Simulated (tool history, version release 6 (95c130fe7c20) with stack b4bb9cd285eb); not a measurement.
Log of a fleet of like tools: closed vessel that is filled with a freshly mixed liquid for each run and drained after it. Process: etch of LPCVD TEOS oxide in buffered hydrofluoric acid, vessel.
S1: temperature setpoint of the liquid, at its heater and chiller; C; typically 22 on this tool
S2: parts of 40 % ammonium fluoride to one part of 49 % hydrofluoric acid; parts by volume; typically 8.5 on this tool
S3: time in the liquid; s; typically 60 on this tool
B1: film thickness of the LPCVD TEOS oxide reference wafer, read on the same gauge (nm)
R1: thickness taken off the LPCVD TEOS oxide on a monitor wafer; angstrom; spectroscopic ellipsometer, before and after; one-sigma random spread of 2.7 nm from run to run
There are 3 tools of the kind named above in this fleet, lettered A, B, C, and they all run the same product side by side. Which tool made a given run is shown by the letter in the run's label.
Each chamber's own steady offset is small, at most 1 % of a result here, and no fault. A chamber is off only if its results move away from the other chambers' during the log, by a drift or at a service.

{"hour": 1.1, "done": "chamber B: thermometer replaced"}
{"run": "1C", "hour": 10.3, "S1": 22, "S2": 8.5, "S3": 60, "B1": 140.02, "R1": 3276.5}
{"run": "2A", "hour": 17.7, "S1": 22, "S2": 8.5, "S3": 60, "B1": 139.96, "R1": 3247.7}
{"run": "3B", "hour": 30.5, "S1": 22, "S2": 8.5, "S3": 60, "B1": 139.99, "R1": 3309.3}
{"run": "4B", "hour": 39.2, "S1": 22, "S2": 8.5, "S3": 60, "B1": 140.01, "R1": 3330.5}
{"run": "5A", "hour": 46.7, "S1": 22, "S2": 8.5, "S3": 60, "B1": 140.0, "R1": 3280.3}
{"run": "6C", "hour": 60.0, "S1": 22, "S2": 8.5, "S3": 60, "B1": 139.98, "R1": 3258.3}
{"run": "7A", "hour": 71.9, "S1": 22, "S2": 8.5, "S3": 60, "B1": 139.99, "R1": 3233.0}
{"run": "8B", "hour": 82.2, "S1": 26, "S2": 5.5, "S3": 60, "B1": 140.01, "R1": 6250.6}
{"run": "9C", "hour": 90.3, "S1": 26, "S2": 5.5, "S3": 60, "B1": 139.97, "R1": 6173.5}
{"run": "10A", "hour": 98.3, "S1": 26, "S2": 5.5, "S3": 60, "B1": 139.99, "R1": 6236.7}
{"hour": 107.3, "done": "chamber C: hydrofluoric acid flow meter replaced"}
{"run": "11B", "hour": 109.5, "S1": 22, "S2": 8.5, "S3": 60, "B1": 139.98, "R1": 3313.1}
{"run": "12C", "hour": 116.0, "S1": 22, "S2": 8.5, "S3": 60, "B1": 140.02, "R1": 3235.0}
{"run": "13C", "hour": 126.2, "S1": 22, "S2": 8.5, "S3": 60, "B1": 140.0, "R1": 3220.7}
{"run": "14A", "hour": 136.8, "S1": 22, "S2": 8.5, "S3": 60, "B1": 139.99, "R1": 3224.4}
{"run": "15B", "hour": 147.8, "S1": 22, "S2": 8.5, "S3": 60, "B1": 140.02, "R1": 3293.5}
{"run": "16B", "hour": 154.2, "S1": 22, "S2": 8.5, "S3": 60, "B1": 140.02, "R1": 3265.1}
{"run": "17A", "hour": 168.9, "S1": 22, "S2": 8.5, "S3": 60, "B1": 140.01, "R1": 3278.6}
{"run": "18C", "hour": 183.3, "S1": 22, "S2": 11.5, "S3": 40, "B1": 139.98, "R1": 1657.3}
{"run": "19B", "hour": 194.9, "S1": 22, "S2": 11.5, "S3": 40, "B1": 140.01, "R1": 1701.2}
{"run": "20C", "hour": 201.3, "S1": 22, "S2": 11.5, "S3": 40, "B1": 140.0, "R1": 1664.3}
{"run": "21A", "hour": 210.9, "S1": 22, "S2": 8.5, "S3": 60, "B1": 140.01, "R1": 3251.0}
{"run": "22A", "hour": 222.2, "S1": 22, "S2": 8.5, "S3": 60, "B1": 140.0, "R1": 3244.6}
{"run": "23C", "hour": 233.9, "S1": 22, "S2": 8.5, "S3": 60, "B1": 140.03, "R1": 3221.3}
{"run": "24B", "hour": 244.5, "S1": 22, "S2": 8.5, "S3": 60, "B1": 140.02, "R1": 3248.9}

What goes on in this fleet: one chamber off, a drifting gauge, or nothing beyond the chambers' own small offsets? Name the chamber and the cause, if any.

Beyond each chamber's small constant offset nothing stands out, and the gauge stays steady.

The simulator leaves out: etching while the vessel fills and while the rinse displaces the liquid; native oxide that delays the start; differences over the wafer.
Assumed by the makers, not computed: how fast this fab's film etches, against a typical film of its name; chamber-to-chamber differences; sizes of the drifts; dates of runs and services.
